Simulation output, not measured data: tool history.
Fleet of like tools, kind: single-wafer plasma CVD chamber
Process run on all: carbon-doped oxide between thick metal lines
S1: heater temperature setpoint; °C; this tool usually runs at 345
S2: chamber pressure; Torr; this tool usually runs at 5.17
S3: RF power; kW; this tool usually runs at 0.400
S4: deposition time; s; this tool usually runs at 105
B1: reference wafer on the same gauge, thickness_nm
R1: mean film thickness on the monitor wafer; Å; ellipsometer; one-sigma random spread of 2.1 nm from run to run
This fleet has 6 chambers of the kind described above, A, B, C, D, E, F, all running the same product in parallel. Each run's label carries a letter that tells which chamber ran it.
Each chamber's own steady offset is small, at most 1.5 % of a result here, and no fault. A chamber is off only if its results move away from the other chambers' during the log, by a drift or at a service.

run   hour   S1    S2     S3   S4      B1      R1
 1A    8.8  345  5.17  0.400  105  409.51  4691.1
 2E   17.9  345  5.17  0.400  105  409.35  4657.7
 3F   26.3  345  5.17  0.400  105  408.72  4623.9
 4C   37.7  345  5.17  0.400  105  409.35  4634.0
 5B   45.2  345  5.17  0.400  105  409.01  4577.0
 6D   53.5  345  5.17  0.400  105  409.08  4621.5
 7E   64.3  345  5.17  0.400  105  409.03  4656.2
 8F   75.7  345  5.17  0.400  105  408.67  4582.4
 9C   88.1  345  5.17  0.400  105  408.67  4632.2
10D   94.3  345  5.17  0.400  105  408.53  4652.3
     101.4  -- chamber D: capacitance manometer re-zeroed and calibrated
11A  103.2  345  5.17  0.400  105  408.96  4704.7
12B  111.9  345  5.17  0.400  105  409.03  4568.7
13C  120.4  345  5.17  0.400  105  408.71  4611.2
14A  130.2  345  5.17  0.400  105  408.44  4651.9
15F  140.8  345  5.17  0.400  105  409.35  4595.5
16D  150.3  345  5.17  0.400  105  409.17  4626.7
17B  157.1  345  5.17  0.400  105  408.36  4595.5
18E  168.8  345  5.17  0.400  105  409.01  4666.3
19C  175.8  345  5.17  0.400  105  408.90  4634.6
20D  185.5  345  5.17  0.400  105  409.13  4671.7
21A  191.8  345  5.17  0.400  105  409.64  4710.0
22F  203.8  345  5.17  0.400  105  408.83  4635.5
23E  216.3  345  5.17  0.465   97  408.54  4803.3
24B  226.7  345  5.17  0.465   97  408.63  4705.8
     228.3  -- chamber E: thermocouple changed; heater temperature recalibrated
25D  236.0  345  5.17  0.465   97  408.95  4755.6
26B  246.3  345  5.17  0.465   97  408.84  4717.4
27C  256.6  345  5.17  0.465   97  409.22  4729.1
28E  265.7  345  5.17  0.465   97  409.29  4800.7
29F  274.0  345  5.82  0.400   93  408.80  4158.0
30A  284.7  345  5.82  0.400   93  409.27  4218.3
31A  296.3  345  5.82  0.400   93  408.80  4258.3
32F  302.9  345  5.82  0.400   93  408.70  4174.6
33E  309.2  345  5.82  0.400   93  409.03  4148.7
34C  319.2  345  5.82  0.400   93  408.73  4142.9
35D  325.2  345  5.17  0.400  105  409.35  4633.3
36B  334.0  345  5.17  0.400  105  408.73  4590.3
37E  345.9  345  5.17  0.400  105  408.96  4669.8
38B  358.0  345  5.17  0.400  105  409.20  4599.3
     368.7  -- chamber F: thermocouple changed; heater temperature recalibrated
39D  369.4  345  5.17  0.400  105  408.91  4667.6
40C  377.8  345  5.17  0.400  105  408.82  4668.7
41F  383.3  345  5.17  0.400  105  408.94  4614.9
42A  389.2  345  5.17  0.400  105  409.59  4680.5

Each of the 6 chambers runs these same settings next. Fill in every chamber's results:
43A  398.3  345  5.17  0.400  105       ?
43B  398.3  345  5.17  0.400  105       ?
43C  398.3  345  5.17  0.400  105       ?
43D  398.3  345  5.17  0.400  105       ?
43E  398.3  345  5.17  0.400  105       ?
43F  398.3  345  5.17  0.400  105       ?

run      R1
43A  4672.3
43B  4607.3
43C  4609.8
43D  4666.4
43E  4656.7
43F  4610.9
